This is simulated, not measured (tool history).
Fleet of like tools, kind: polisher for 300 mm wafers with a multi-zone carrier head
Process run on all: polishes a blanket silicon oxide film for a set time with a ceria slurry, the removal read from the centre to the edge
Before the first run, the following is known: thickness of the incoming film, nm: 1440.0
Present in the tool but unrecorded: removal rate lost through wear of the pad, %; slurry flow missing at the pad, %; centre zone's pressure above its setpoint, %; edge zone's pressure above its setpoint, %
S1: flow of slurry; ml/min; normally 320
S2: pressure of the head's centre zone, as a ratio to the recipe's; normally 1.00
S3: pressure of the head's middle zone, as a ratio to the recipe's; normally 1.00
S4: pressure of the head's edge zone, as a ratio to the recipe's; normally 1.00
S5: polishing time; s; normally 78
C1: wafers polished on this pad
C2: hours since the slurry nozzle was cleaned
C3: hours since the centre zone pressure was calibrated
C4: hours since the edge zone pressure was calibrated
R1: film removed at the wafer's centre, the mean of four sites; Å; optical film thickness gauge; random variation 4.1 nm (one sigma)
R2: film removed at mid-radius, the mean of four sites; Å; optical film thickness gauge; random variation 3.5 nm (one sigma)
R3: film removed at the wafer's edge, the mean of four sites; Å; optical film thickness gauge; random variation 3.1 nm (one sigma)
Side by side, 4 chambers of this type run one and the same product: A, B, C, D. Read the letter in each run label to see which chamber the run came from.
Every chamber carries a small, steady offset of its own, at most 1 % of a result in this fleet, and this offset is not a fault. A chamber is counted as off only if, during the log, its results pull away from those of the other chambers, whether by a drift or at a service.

run,hour,S1,S2,S3,S4,S5,C1,C2,C3,C4,R1,R2,R3
# hour 3.2: chamber A: worn pad replaced by a new one
1C,5.3,320,1.00,1.00,1.00,78,317,569.3,132.3,56.0,3163.4,3121.6,3179.7
# hour 8.8: chamber B: worn pad replaced by a new one
2A,12.8,320,1.00,1.00,1.00,78,117,389.3,1110.0,76.8,3154.5,3130.4,3161.0
# hour 19.5: chamber D: worn pad replaced by a new one
3B,20.9,320,1.00,1.00,1.00,78,147,715.8,306.3,190.6,3169.6,3124.6,3086.2
4D,26.7,320,1.00,1.00,1.00,78,87,859.0,578.5,281.0,3115.6,3188.9,3118.1
5B,30.7,320,1.00,1.00,1.00,78,265,725.6,316.1,200.4,3175.0,3126.3,3123.1
6A,34.7,320,1.00,1.00,1.00,78,381,411.2,1131.9,98.7,3259.1,3161.6,3176.2
7C,39.5,320,1.00,1.00,1.00,78,731,603.5,166.5,90.2,3155.8,3139.7,3204.7
8D,46.3,320,1.00,1.00,1.04,78,324,878.6,598.1,300.6,3135.5,3158.2,3211.6
# hour 50.0: chamber D: slurry nozzle cleaned
9B,53.6,320,1.00,1.00,1.04,78,542,748.5,339.0,223.3,3111.4,3125.9,3201.9
10D,61.6,320,1.00,1.00,1.04,78,509,11.6,613.4,315.9,3190.1,3177.5,3249.8
11A,66.5,320,1.00,1.00,1.04,78,766,443.0,1163.7,130.5,3233.3,3175.6,3188.0
12C,72.6,320,1.00,1.00,1.00,78,1131,636.6,199.6,123.3,3024.8,3080.9,3204.6
13B,78.1,320,0.91,1.05,1.00,78,838,773.0,363.5,247.8,2879.1,3261.4,3131.8
# hour 80.1: chamber B: centre zone pressure recalibrated
# hour 80.8: chamber C: worn pad replaced by a new one
# hour 82.5: chamber B: worn pad replaced by a new one
14D,84.6,320,0.91,1.05,1.00,78,787,34.6,636.4,338.9,2898.4,3382.0,3181.1
# hour 86.8: chamber A: centre zone pressure recalibrated
15C,88.3,320,0.91,1.05,1.00,78,91,652.3,215.3,139.0,2849.9,3270.9,3149.8
16A,92.5,320,0.91,1.05,1.00,78,1080,469.0,5.8,156.5,3219.5,3324.0,3220.0
# hour 93.9: chamber D: worn pad replaced by a new one
17B,99.7,320,1.00,1.00,1.00,78,208,794.6,19.6,269.4,3156.1,3140.4,3162.2
# hour 102.6: chamber A: worn pad replaced by a new one
18A,104.5,320,1.00,1.00,1.00,78,23,481.0,17.8,168.5,3545.3,3196.3,3212.3
19C,111.3,320,1.00,1.00,1.00,78,369,675.3,238.3,162.0,3109.6,3105.9,3189.7
20D,117.7,320,1.00,1.11,1.00,98,288,67.7,669.5,372.0,3894.3,4418.1,3938.9
21B,123.9,320,1.00,1.11,1.00,98,500,818.8,43.8,293.6,4032.9,4269.5,3915.1
# hour 124.9: chamber B: slurry nozzle cleaned
22A,131.8,320,1.00,1.11,1.00,98,353,508.3,45.1,195.8,4425.3,4297.7,4016.2
23D,139.8,320,1.00,1.11,1.00,98,555,89.8,691.6,394.1,4003.4,4384.2,4012.8
24C,145.2,320,1.00,1.00,1.00,78,779,709.2,272.2,195.9,3060.9,3076.6,3126.9
25D,148.8,320,1.00,1.00,1.00,78,664,98.8,700.6,403.1,3115.6,3246.4,3194.7
26B,155.6,320,1.00,1.00,1.00,78,884,30.7,75.5,325.3,3164.7,3121.1,3097.1
# hour 157.3: chamber B: worn pad replaced by a new one
27A,161.1,320,1.00,0.95,0.96,78,707,537.6,74.4,225.1,3508.0,3038.7,3147.0
28C,168.0,320,1.00,0.95,0.96,78,1055,732.0,295.0,218.7,3149.1,2967.6,3092.7
# hour 173.1: chamber C: worn pad replaced by a new one
29A,173.8,320,1.00,0.95,0.96,78,861,550.3,87.1,237.8,3546.4,3029.1,3119.4
# hour 174.2: chamber D: worn pad replaced by a new one
# hour 179.6: chamber D: centre zone pressure recalibrated
30C,181.5,320,1.00,0.95,0.96,78,101,745.5,308.5,232.2,3170.8,2977.8,3108.9
31B,188.6,320,1.00,1.00,0.90,86,378,63.7,108.5,358.3,3507.1,3492.6,3295.8
32D,192.1,320,1.00,1.00,0.90,86,217,142.1,12.5,446.4,3550.2,3521.4,3288.0
# hour 194.2: chamber A: worn pad replaced by a new one
33C,195.6,320,1.00,1.00,0.90,86,272,759.6,322.6,246.3,3453.1,3499.6,3257.4
34D,200.4,320,1.00,1.00,0.90,86,317,150.4,20.8,454.7,3468.7,3518.6,3259.4
35A,206.3,320,1.00,1.00,1.00,78,146,582.8,119.6,270.3,3588.8,3180.1,3167.9
36B,211.9,320,1.00,1.00,1.00,78,660,87.0,131.8,381.6,3089.8,3119.2,3206.5
37C,219.4,320,1.00,1.00,1.00,78,560,783.4,346.4,270.1,3083.2,3140.0,3153.1

All 4 chambers run these settings next. Forecast each chamber's results:
38A,225.3,320,1.00,1.00,1.00,103,,,,,?,?,?
38B,225.3,320,1.00,1.00,1.00,103,,,,,?,?,?
38C,225.3,320,1.00,1.00,1.00,103,,,,,?,?,?
38D,225.3,320,1.00,1.00,1.00,103,,,,,?,?,?

run,R1,R2,R3
38A,4724.5,4187.1,4152.0
38B,4183.5,4127.8,4193.1
38C,4083.2,4111.9,4182.9
38D,4111.2,4184.7,4116.7
